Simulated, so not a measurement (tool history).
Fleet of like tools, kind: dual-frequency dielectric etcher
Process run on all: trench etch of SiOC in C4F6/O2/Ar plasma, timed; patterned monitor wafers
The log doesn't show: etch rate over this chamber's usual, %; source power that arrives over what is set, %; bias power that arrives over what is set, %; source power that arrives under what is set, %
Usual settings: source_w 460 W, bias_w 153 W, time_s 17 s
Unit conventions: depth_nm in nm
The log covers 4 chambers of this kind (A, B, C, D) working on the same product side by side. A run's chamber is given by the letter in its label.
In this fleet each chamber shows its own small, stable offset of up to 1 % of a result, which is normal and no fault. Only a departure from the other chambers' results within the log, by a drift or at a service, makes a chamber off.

run   hour  source_w  bias_w  time_s  hours since the last wet clean  hours since the last source power generator calibration  hours since the last bias power generator calibration  read-back reference wafer on the same gauge, depth_nm  depth_nm
 1B    4.1       460     153      17                              87                                                    582.6                                                  562.5                                                 31.002    35.042
 2A    9.5       460     153      17                           258.1                                                   1162.6                                                 2344.5                                                     31    35.507
      12.3  -- chamber C: wet clean of the chamber
 3C   14.6       460     153      17                             2.3                                                    711.6                                                 2432.8                                                 30.991    35.415
 4D   22.2       460     153      17                           264.8                                                    368.9                                                 2013.9                                                 31.003    35.207
 5C   29.7       460     153      17                            17.4                                                    726.7                                                 2447.9                                                  30.97    35.623
 6D   35.7       460     153      17                           278.3                                                    382.4                                                 2027.4                                                 31.007    35.488
 7A   43.2       460     153      17                           291.8                                                   1196.3                                                 2378.2                                                 31.002     35.51
 8B   50.4       460     153      17                           133.3                                                    628.9                                                  608.8                                                 30.981    34.978
 9D   57.1       390     153    13.5                           299.7                                                    403.8                                                 2048.8                                                 30.971    26.225
10B   62.7       390     153    13.5                           145.6                                                    641.2                                                  621.1                                                 30.992    26.099
11C   70.5       390     153    13.5                            58.2                                                    767.5                                                 2488.7                                                 31.002    26.318
12A   78.3       390     153    13.5                           326.9                                                   1231.4                                                 2413.3                                                 30.996    26.473
13B   83.6       460     153      17                           166.5                                                    662.1                                                    642                                                 30.977    35.182
14A   87.4       460     153      17                             336                                                   1240.5                                                 2422.4                                                 30.987    35.587
        91  -- chamber D: wet clean of the chamber
15D   95.8       460     153      17                             4.9                                                    442.5                                                 2087.5                                                 31.014     36.19
16C  100.5       460     153      17                            88.2                                                    797.5                                                 2518.7                                                 30.999    35.497
17D  104.7       460     153      17                            13.8                                                    451.4                                                 2096.4                                                 31.012    36.214
18C  109.9       460     153      17                            97.6                                                    806.9                                                 2528.1                                                 31.001    35.587
19B  115.9       460     153      17                           198.8                                                    694.4                                                  674.3                                                 31.019    35.286
20A  120.9       460     153      17                           369.5                                                     1274                                                 2455.9                                                 30.995    35.535
21B  128.8       460     153      17                           211.7                                                    707.3                                                  687.2                                                  30.99    35.119
22A  134.4       460     153      17                             383                                                   1287.5                                                 2469.4                                                 31.012    35.403
23D  139.3       460     153      17                            48.4                                                      486                                                   2131                                                 31.006    36.105
24C  143.3       460     153      17                             131                                                    840.3                                                 2561.5                                                 30.994    35.663
25D  148.6       420     128      17                            57.7                                                    495.3                                                 2140.3                                                 31.001    33.144
26A  154.5       420     128      17                           403.1                                                   1307.6                                                 2489.5                                                 31.019    32.453
27B  159.6       420     128      17                           242.5                                                    738.1                                                    718                                                 31.017    32.288
28C  164.5       420     128      17                           152.2                                                    861.5                                                 2582.7                                                 30.994    32.478
29D  169.5       460     153      17                            78.6                                                    516.2                                                 2161.2                                                 30.986    36.144
30B  177.6       460     153      17                           260.5                                                    756.1                                                    736                                                 31.007    35.284
31C  181.5       460     153      17                           169.2                                                    878.5                                                 2599.7                                                 31.012    35.292

Each of the 4 chambers runs these same settings next. Fill in every chamber's results:
32A  187.6       460     153      17                                                                                                                                                                                                                ?
32B  187.6       460     153      17                                                                                                                                                                                                                ?
32C  187.6       460     153      17                                                                                                                                                                                                                ?
32D  187.6       460     153      17                                                                                                                                                                                                                ?

run  depth_nm
32A    35.689
32B    35.066
32C    35.494
32D    36.239
